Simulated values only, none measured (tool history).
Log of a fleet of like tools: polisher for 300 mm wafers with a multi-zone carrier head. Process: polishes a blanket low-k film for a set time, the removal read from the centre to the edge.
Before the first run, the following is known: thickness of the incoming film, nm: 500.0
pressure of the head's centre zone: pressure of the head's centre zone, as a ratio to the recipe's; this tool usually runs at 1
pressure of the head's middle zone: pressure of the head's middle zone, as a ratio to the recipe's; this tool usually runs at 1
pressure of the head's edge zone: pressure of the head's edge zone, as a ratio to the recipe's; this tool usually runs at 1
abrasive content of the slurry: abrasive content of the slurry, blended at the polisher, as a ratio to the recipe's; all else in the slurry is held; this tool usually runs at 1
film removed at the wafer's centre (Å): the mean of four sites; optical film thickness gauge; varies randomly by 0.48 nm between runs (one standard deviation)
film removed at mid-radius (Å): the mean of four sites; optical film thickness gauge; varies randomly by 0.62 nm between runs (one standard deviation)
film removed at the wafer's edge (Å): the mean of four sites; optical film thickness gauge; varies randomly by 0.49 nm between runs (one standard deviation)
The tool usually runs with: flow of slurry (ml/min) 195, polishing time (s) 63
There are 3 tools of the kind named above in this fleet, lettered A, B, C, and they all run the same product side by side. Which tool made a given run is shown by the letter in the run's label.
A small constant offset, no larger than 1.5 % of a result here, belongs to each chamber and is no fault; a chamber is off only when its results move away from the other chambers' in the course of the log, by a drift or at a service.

run   hour  flow of slurry (ml/min)  pressure of the head's centre zone  pressure of the head's middle zone  pressure of the head's edge zone  abrasive content of the slurry  polishing time (s)  wafers polished on this pad  hours since the slurry nozzle was cleaned  hours since the centre zone pressure was calibrated  hours since the edge zone pressure was calibrated  film removed at the wafer's centre (Å)  film removed at mid-radius (Å)  film removed at the wafer's edge (Å)
       4.8  -- chamber C: edge zone pressure recalibrated
 1C      9                      195                                   1                                   1                                 1                               1                  63                          139                                      197.7                                                249.8                                                4.3                                  430.23                          433.23                                425.58
      10.2  -- chamber A: edge zone pressure recalibrated
 2B   20.2                      195                                   1                                   1                                 1                               1                  63                          835                                      442.9                                                 78.7                                              165.1                                  427.39                           421.5                                430.73
 3A   28.1                      195                                   1                                   1                                 1                               1                  63                          366                                      191.9                                                500.8                                                 18                                  436.31                           432.6                                424.39
 4A   33.7                      195                                   1                                   1                                 1                               1                  63                          397                                      197.5                                                506.4                                               23.6                                  432.83                          437.64                                435.09
      42.2  -- chamber B: worn pad replaced by a new one
 5B   43.4                      195                                   1                                   1                                 1                               1                  63                            7                                      466.1                                                101.9                                              188.3                                  436.61                          431.28                                423.81
 6C   51.2                      195                                   1                                   1                                 1                               1                  63                          374                                      239.9                                                  292                                               46.5                                  435.17                          427.33                                421.39
 7C   57.7                      195                                   1                                   1                                 1                               1                  63                          410                                      246.4                                                298.5                                                 53                                   427.4                           433.3                                417.94
 8A   69.7                      195                                   1                                   1                                 1                               1                  63                          597                                      233.5                                                542.4                                               59.6                                  432.24                          431.28                                422.23
 9B   80.8                      195                                   1                                   1                                 1                               1                  63                          215                                      503.5                                                139.3                                              225.7                                  434.89                          439.22                                430.52
10C   90.7                      195                                   1                                   1                                 1                               1                  63                          593                                      279.4                                                331.5                                                 86                                  432.81                          435.72                                418.53
11A     97                      195                                   1                                   1                              1.09                               1                  63                          748                                      260.8                                                569.7                                               86.9                                  422.72                          430.89                                445.05
12B  107.2                      195                                   1                                   1                              1.09                               1                  63                          361                                      529.9                                                165.7                                              252.1                                  428.62                          430.68                                 450.8
13C  117.9                      195                                   1                                   1                              1.09                               1                  63                          744                                      306.6                                                358.7                                              113.2                                  433.01                          438.73                                450.05
14A  123.5                      195                                   1                                   1                                 1                               1                  63                          896                                      287.3                                                596.2                                              113.4                                  437.38                          443.17                                438.14
     124.9  -- chamber C: worn pad replaced by a new one
15B  129.9                      195                                   1                                   1                                 1                               1                  63                          487                                      552.6                                                188.4                                              274.8                                  439.58                          442.51                                419.47
16B  135.4                      195                                0.93                                   1                                 1                               1                  63                          518                                      558.1                                                193.9                                              280.3                                  399.24                          427.47                                426.42
17A  141.1                      195                                0.93                                   1                                 1                               1                  63                          994                                      304.9                                                613.8                                                131                                  403.83                          442.08                                437.74
18C  151.4                      195                                0.93                                   1                                 1                               1                  63                          147                                      340.1                                                392.2                                              146.7                                  404.07                          435.74                                430.63
19B  161.5                      195                                   1                                   1                                 1                               1                  63                          663                                      584.2                                                  220                                              306.4                                  426.82                          440.83                                435.46
     162.6  -- chamber A: centre zone pressure recalibrated
20A  169.4                      195                                   1                                   1                              0.95                             0.8                  63                         1151                                      333.2                                                  6.9                                              159.3                                  387.35                          376.93                                375.75
21C    175                      195                                   1                                   1                              0.95                             0.8                  63                          278                                      363.7                                                415.8                                              170.3                                  391.71                          402.76                                373.24
22B  183.6                      195                                   1                                   1                              0.95                             0.8                  63                          786                                      606.3                                                242.1                                              328.5                                  387.16                          382.74                                369.37
23A  189.2                      195                                   1                                   1                                 1                               1                  63                         1261                                        353                                                 26.7                                              179.1                                   438.2                           429.7                                434.72
     192.5  -- chamber C: centre zone pressure recalibrated
24C  201.5                      195                                   1                                   1                                 1                               1                  63                          426                                      390.2                                                  9.1                                              196.8                                  438.97                          432.32                                417.24
25B  207.3                      195                                   1                                   1                                 1                               1                  63                          918                                        630                                                265.8                                              352.2                                  430.18                          429.47                                 435.4
26C  215.6                      195                                   1                                   1                                 1                               1                  63                          504                                      404.3                                                 23.2                                              210.9                                   429.5                          435.47                                419.96

All 3 chambers run these settings next. Forecast each chamber's results:
27A  224.6                      195                                1.07                                   1                                 1                               1                  63                                                                                                                                                                                                                       ?                               ?                                     ?
27B  224.6                      195                                1.07                                   1                                 1                               1                  63                                                                                                                                                                                                                       ?                               ?                                     ?
27C  224.6                      195                                1.07                                   1                                 1                               1                  63                                                                                                                                                                                                                       ?                               ?                                     ?

run  film removed at the wafer's centre (Å)  film removed at mid-radius (Å)  film removed at the wafer's edge (Å)
27A                                  466.08                          430.07                                429.34
27B                                  470.79                          424.19                                428.51
27C                                   465.2                          424.74                                431.51
